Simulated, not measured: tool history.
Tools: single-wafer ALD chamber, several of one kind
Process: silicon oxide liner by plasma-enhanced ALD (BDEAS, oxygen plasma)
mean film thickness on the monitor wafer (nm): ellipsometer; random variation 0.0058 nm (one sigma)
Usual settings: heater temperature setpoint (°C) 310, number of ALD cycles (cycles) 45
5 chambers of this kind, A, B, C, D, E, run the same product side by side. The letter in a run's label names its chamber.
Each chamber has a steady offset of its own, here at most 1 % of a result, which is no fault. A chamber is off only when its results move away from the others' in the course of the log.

run	hour	heater temperature setpoint (°C)	number of ALD cycles (cycles)	hours since the last thermocouple change	read-back reference wafer on the same gauge, thickness_nm	mean film thickness on the monitor wafer (nm)
1E	7	310	45	821.2	4.4304	4.0894
2C	15	310	45	510.4	4.4309	4.1145
3D	20.8	310	45	108.1	4.4323	4.1355
4A	25	310	45	394.8	4.4316	4.128
5B	29.8	310	45	744.9	4.4329	4.1483
6B	38.6	301	41	753.7	4.434	3.8206
7D	43	301	41	130.3	4.434	3.8216
8E	50.8	301	41	865	4.436	3.7868
9A	58.7	301	41	428.5	4.4347	3.8106
10C	67.5	301	41	562.9	4.4357	3.8059
11B	72.7	310	45	787.8	4.4375	4.1373
12D	81.4	310	45	168.7	4.4377	4.1485
13E	88.6	310	45	902.8	4.4387	4.1187
14A	92.8	310	45	462.6	4.4386	4.1247
15C	98.2	310	45	593.6	4.44	4.1413
16C	103.4	310	37	598.8	4.4399	3.3981
17B	108.2	310	37	823.3	4.4415	3.4151
18A	115.4	310	37	485.2	4.4424	3.398
19E	122.6	310	37	936.8	4.443	3.383
20D	129.8	310	37	217.1	4.4426	3.4122
21D	136.5	310	45	223.8	4.4419	4.1462
22B	141.4	310	45	856.5	4.4448	4.1514
23E	147.2	310	45	961.4	4.4449	4.1086
24A	154	310	45	523.8	4.4425	4.1403
25C	158	310	45	653.4	4.4456	4.1433
26B	162.6	310	45	877.7	4.4481	4.1424
27A	166.7	310	45	536.5	4.4477	4.1353
28D	171.3	310	45	258.6	4.4463	4.1516
29C	175.4	310	45	670.8	4.4483	4.1445
30E	183.5	310	45	997.7	4.4485	4.1188
31E	187.4	310	45	1001.6	4.4484	4.124
32C	194	310	45	689.4	4.4477	4.1353
33D	199.4	310	45	286.7	4.4492	4.155
34B	205.6	310	45	920.7	4.448	4.1464
35A	211.7	310	45	581.5	4.4504	4.1345
36A	217.8	310	45	587.6	4.4511	4.129
37B	226.3	310	45	941.4	4.4519	4.1551
38D	233.7	310	45	321	4.4531	4.145
39E	237.6	310	45	1051.8	4.4533	4.1374
40C	242.6	310	45	738	4.4546	4.1386
41B	250	310	45	965.1	4.4538	4.1631
42A	255.6	320	53	625.4	4.4564	4.8151

All 5 chambers run these settings next. Forecast each chamber's results:
43A	262	310	45			?
43B	262	310	45			?
43C	262	310	45			?
43D	262	310	45			?
43E	262	310	45			?

run	mean film thickness on the monitor wafer (nm)
43A	4.1456
43B	4.162
43C	4.1424
43D	4.1627
43E	4.127
